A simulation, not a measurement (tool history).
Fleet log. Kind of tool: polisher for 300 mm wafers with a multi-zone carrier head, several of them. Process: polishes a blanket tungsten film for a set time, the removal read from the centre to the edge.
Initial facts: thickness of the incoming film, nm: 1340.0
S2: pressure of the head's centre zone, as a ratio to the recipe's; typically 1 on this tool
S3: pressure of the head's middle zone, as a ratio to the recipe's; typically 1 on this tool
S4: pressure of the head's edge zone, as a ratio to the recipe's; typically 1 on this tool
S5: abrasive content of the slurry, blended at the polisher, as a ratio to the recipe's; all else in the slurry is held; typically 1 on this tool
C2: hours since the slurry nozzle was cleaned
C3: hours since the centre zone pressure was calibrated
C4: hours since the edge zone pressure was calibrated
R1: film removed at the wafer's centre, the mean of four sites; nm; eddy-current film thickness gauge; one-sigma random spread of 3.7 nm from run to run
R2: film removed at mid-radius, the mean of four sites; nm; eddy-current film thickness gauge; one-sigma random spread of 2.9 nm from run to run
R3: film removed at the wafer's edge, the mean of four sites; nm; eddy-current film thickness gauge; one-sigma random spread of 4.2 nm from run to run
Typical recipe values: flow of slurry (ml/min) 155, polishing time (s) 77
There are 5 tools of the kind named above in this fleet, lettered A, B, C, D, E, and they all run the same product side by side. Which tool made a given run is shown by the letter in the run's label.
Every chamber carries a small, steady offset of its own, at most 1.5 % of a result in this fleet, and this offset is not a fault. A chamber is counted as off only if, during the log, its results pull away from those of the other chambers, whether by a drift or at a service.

Run 1A, hour 7.8: usual settings; wafers polished on this pad 978; C2 307.2; C3 169.7; C4 975.9. Result: R1 339.52 nm, R2 342.44 nm, R3 329.79 nm.
At hour 8.2: chamber D: worn pad replaced by a new one.
Run 2E, hour 13: usual settings; wafers polished on this pad 275; C2 428.5; C3 104.2; C4 657.1. Result: R1 326.42 nm, R2 339.48 nm, R3 336.57 nm.
Run 3D, hour 18.4: usual settings; wafers polished on this pad 89; C2 212.5; C3 266.2; C4 747.8. Result: R1 332.91 nm, R2 331.13 nm, R3 337.6 nm.
Run 4B, hour 23.8: usual settings; wafers polished on this pad 908; C2 654.6; C3 590.9; C4 624.7. Result: R1 328.83 nm, R2 334.58 nm, R3 321.81 nm.
Run 5C, hour 28.5: usual settings; wafers polished on this pad 389; C2 505.2; C3 307.1; C4 1200.5. Result: R1 331.52 nm, R2 335.48 nm, R3 330.65 nm.
At hour 29.8: chamber A: worn pad replaced by a new one.
At hour 31.9: chamber E: slurry nozzle cleaned.
Run 6D, hour 32.3: usual settings; wafers polished on this pad 210; C2 226.4; C3 280.1; C4 761.7. Result: R1 336.58 nm, R2 329.98 nm, R3 333.06 nm.
Run 7E, hour 37.4: usual settings; wafers polished on this pad 488; C2 5.5; C3 128.6; C4 681.5. Result: R1 329.1 nm, R2 334.92 nm, R3 330.45 nm.
At hour 38: chamber C: worn pad replaced by a new one.
At hour 38.9: chamber D: slurry nozzle cleaned.
At hour 40.4: chamber B: edge zone pressure recalibrated.
Run 8C, hour 42.1: usual settings; wafers polished on this pad 36; C2 518.8; C3 320.7; C4 1214.1. Result: R1 333.91 nm, R2 331.89 nm, R3 338.89 nm.
Run 9B, hour 47.9: usual settings; wafers polished on this pad 1118; C2 678.7; C3 615; C4 7.6. Result: R1 329.84 nm, R2 333.21 nm, R3 337.26 nm.
Run 10A, hour 52.9: usual settings; wafers polished on this pad 201; C2 352.3; C3 214.8; C4 1021. Result: R1 337.6 nm, R2 333.21 nm, R3 335.2 nm.
Run 11B, hour 61.3: usual settings; wafers polished on this pad 1235; C2 692.1; C3 628.4; C4 21. Result: R1 323.56 nm, R2 331.58 nm, R3 323.27 nm.
At hour 65.6: chamber E: worn pad replaced by a new one.
Run 12E, hour 69.3: usual settings; wafers polished on this pad 32; C2 37.4; C3 160.5; C4 713.4. Result: R1 332.67 nm, R2 336.72 nm, R3 336.8 nm.
At hour 73: chamber B: worn pad replaced by a new one.
Run 13C, hour 74.6: usual settings; wafers polished on this pad 319; C2 551.3; C3 353.2; C4 1246.6. Result: R1 330.17 nm, R2 331.13 nm, R3 338.64 nm.
Run 14D, hour 78.9: usual settings; wafers polished on this pad 616; C2 40; C3 326.7; C4 808.3. Result: R1 330.21 nm, R2 333.51 nm, R3 341.42 nm.
Run 15A, hour 83.2: usual settings but S2 1.08, polishing time (s) 68; wafers polished on this pad 465; C2 382.6; C3 245.1; C4 1051.3. Result: R1 324.67 nm, R2 294 nm, R3 291.09 nm.
Run 16E, hour 87.7: usual settings but S2 1.08, polishing time (s) 68; wafers polished on this pad 192; C2 55.8; C3 178.9; C4 731.8. Result: R1 318.01 nm, R2 295.59 nm, R3 304.61 nm.
Run 17C, hour 95.3: usual settings but S2 1.08, polishing time (s) 68; wafers polished on this pad 500; C2 572; C3 373.9; C4 1267.3. Result: R1 321.75 nm, R2 289.42 nm, R3 293.77 nm.
At hour 97.6: chamber C: worn pad replaced by a new one.
Run 18A, hour 102.7: usual settings but S2 1.08, polishing time (s) 68; wafers polished on this pad 635; C2 402.1; C3 264.6; C4 1070.8. Result: R1 316.77 nm, R2 298.6 nm, R3 292.39 nm.
At hour 104.5: chamber D: edge zone pressure recalibrated.
At hour 104.8: chamber D: worn pad replaced by a new one.
Run 19B, hour 109.7: usual settings but S2 1.08, polishing time (s) 68; wafers polished on this pad 320; C2 740.5; C3 676.8; C4 69.4. Result: R1 318.64 nm, R2 294.14 nm, R3 290.14 nm.
Run 20D, hour 114.6: usual settings but S3 1.08; wafers polished on this pad 86; C2 75.7; C3 362.4; C4 10.2. Result: R1 333.69 nm, R2 361.1 nm, R3 332.99 nm.
Run 21B, hour 118.4: usual settings but S3 1.08; wafers polished on this pad 396; C2 749.2; C3 685.5; C4 78.1. Result: R1 330.22 nm, R2 361.25 nm, R3 329.37 nm.
Run 22A, hour 125.7: usual settings but S3 1.08; wafers polished on this pad 836; C2 425.1; C3 287.6; C4 1093.8. Result: R1 337.45 nm, R2 361.82 nm, R3 322.54 nm.
Run 23D, hour 131.7: usual settings but S3 1.08; wafers polished on this pad 235; C2 92.8; C3 379.5; C4 27.3. Result: R1 333.25 nm, R2 360.12 nm, R3 341.25 nm.
At hour 131.9: chamber B: slurry nozzle cleaned.
Run 24C, hour 138.6: usual settings but S3 1.08; wafers polished on this pad 357; C2 615.3; C3 417.2; C4 1310.6. Result: R1 335.73 nm, R2 354.78 nm, R3 329.34 nm.
Run 25E, hour 144.5: usual settings; wafers polished on this pad 688; C2 112.6; C3 235.7; C4 788.6. Result: R1 327.38 nm, R2 337.82 nm, R3 338.67 nm.
At hour 149.3: chamber C: worn pad replaced by a new one.
Run 26A, hour 150.7: usual settings; wafers polished on this pad 1054; C2 450.1; C3 312.6; C4 1118.8. Result: R1 333.7 nm, R2 337.05 nm, R3 326.36 nm.
Run 27B, hour 154.4: usual settings; wafers polished on this pad 710; C2 22.5; C3 721.5; C4 114.1. Result: R1 333.85 nm, R2 335.05 nm, R3 327.89 nm.
At hour 155.2: chamber E: worn pad replaced by a new one.
Run 28E, hour 162.7: usual settings; wafers polished on this pad 66; C2 130.8; C3 253.9; C4 806.8. Result: R1 327.79 nm, R2 339.81 nm, R3 339.92 nm.
Run 29D, hour 167.8: usual settings; wafers polished on this pad 550; C2 128.9; C3 415.6; C4 63.4. Result: R1 332.89 nm, R2 335.38 nm, R3 335.12 nm.
Run 30C, hour 173.8: usual settings; wafers polished on this pad 214; C2 650.5; C3 452.4; C4 1345.8. Result: R1 326.07 nm, R2 333.54 nm, R3 331.92 nm.
At hour 175: chamber A: worn pad replaced by a new one.
Run 31C, hour 180.9: usual settings; wafers polished on this pad 276; C2 657.6; C3 459.5; C4 1352.9. Result: R1 330.12 nm, R2 333.88 nm, R3 331.97 nm.
Run 32B, hour 185.9: usual settings; wafers polished on this pad 984; C2 54; C3 753; C4 145.6. Result: R1 331.68 nm, R2 333.38 nm, R3 322.12 nm.
At hour 187: chamber C: edge zone pressure recalibrated.
Run 33A, hour 193.9: usual settings; wafers polished on this pad 164; C2 493.3; C3 355.8; C4 1162. Result: R1 329.35 nm, R2 338.44 nm, R3 324.44 nm.
Run 34D, hour 200.1: usual settings; wafers polished on this pad 831; C2 161.2; C3 447.9; C4 95.7. Result: R1 329.35 nm, R2 330.87 nm, R3 338.87 nm.
At hour 200.4: chamber D: centre zone pressure recalibrated.
At hour 204.9: chamber C: worn pad replaced by a new one.
Run 35E, hour 208.3: usual settings; wafers polished on this pad 463; C2 176.4; C3 299.5; C4 852.4. Result: R1 327.13 nm, R2 336.57 nm, R3 339.94 nm.
At hour 208.6: chamber D: worn pad replaced by a new one.
Run 36C, hour 215.1: usual settings; wafers polished on this pad 89; C2 691.8; C3 493.7; C4 28.2. Result: R1 335.52 nm, R2 331.76 nm, R3 330.85 nm.
Run 37B, hour 218.9: usual settings; wafers polished on this pad 1272; C2 87; C3 786; C4 178.6. Result: R1 329.55 nm, R2 330.23 nm, R3 328.29 nm.
Run 38A, hour 223.9: usual settings; wafers polished on this pad 426; C2 523.3; C3 385.8; C4 1192. Result: R1 338.84 nm, R2 337.37 nm, R3 333.17 nm.
Run 39E, hour 229.4: usual settings; wafers polished on this pad 647; C2 197.5; C3 320.6; C4 873.5. Result: R1 326.41 nm, R2 336.49 nm, R3 328.83 nm.
Run 40D, hour 237.4: usual settings but flow of slurry (ml/min) 135; wafers polished on this pad 251; C2 198.5; C3 37.1; C4 133. Result: R1 322.7 nm, R2 324.14 nm, R3 334.25 nm.
Run 41D, hour 241.9: usual settings but flow of slurry (ml/min) 135; wafers polished on this pad 290; C2 203; C3 41.6; C4 137.5. Result: R1 325.52 nm, R2 325.15 nm, R3 327.6 nm.
At hour 243.6: chamber C: slurry nozzle cleaned.
Run 42C, hour 247.8: usual settings but flow of slurry (ml/min) 135; wafers polished on this pad 374; C2 4.2; C3 526.4; C4 60.9. Result: R1 324.09 nm, R2 324.21 nm, R3 331.84 nm.

Predict what each chamber gives when all 5 of them run the settings below next.
Run 43A, hour 253.9: usual settings. Result: R1 ?, R2 ?, R3 ?.
Run 43B, hour 253.9: usual settings. Result: R1 ?, R2 ?, R3 ?.
Run 43C, hour 253.9: usual settings. Result: R1 ?, R2 ?, R3 ?.
Run 43D, hour 253.9: usual settings. Result: R1 ?, R2 ?, R3 ?.
Run 43E, hour 253.9: usual settings. Result: R1 ?, R2 ?, R3 ?.

run      R1      R2      R3
43A  339.55  334.56  339.47
43B  334.18     337  336.17
43C  334.67  338.16  330.85
43D  333.28  338.74  338.04
43E  333.28   339.8  341.19
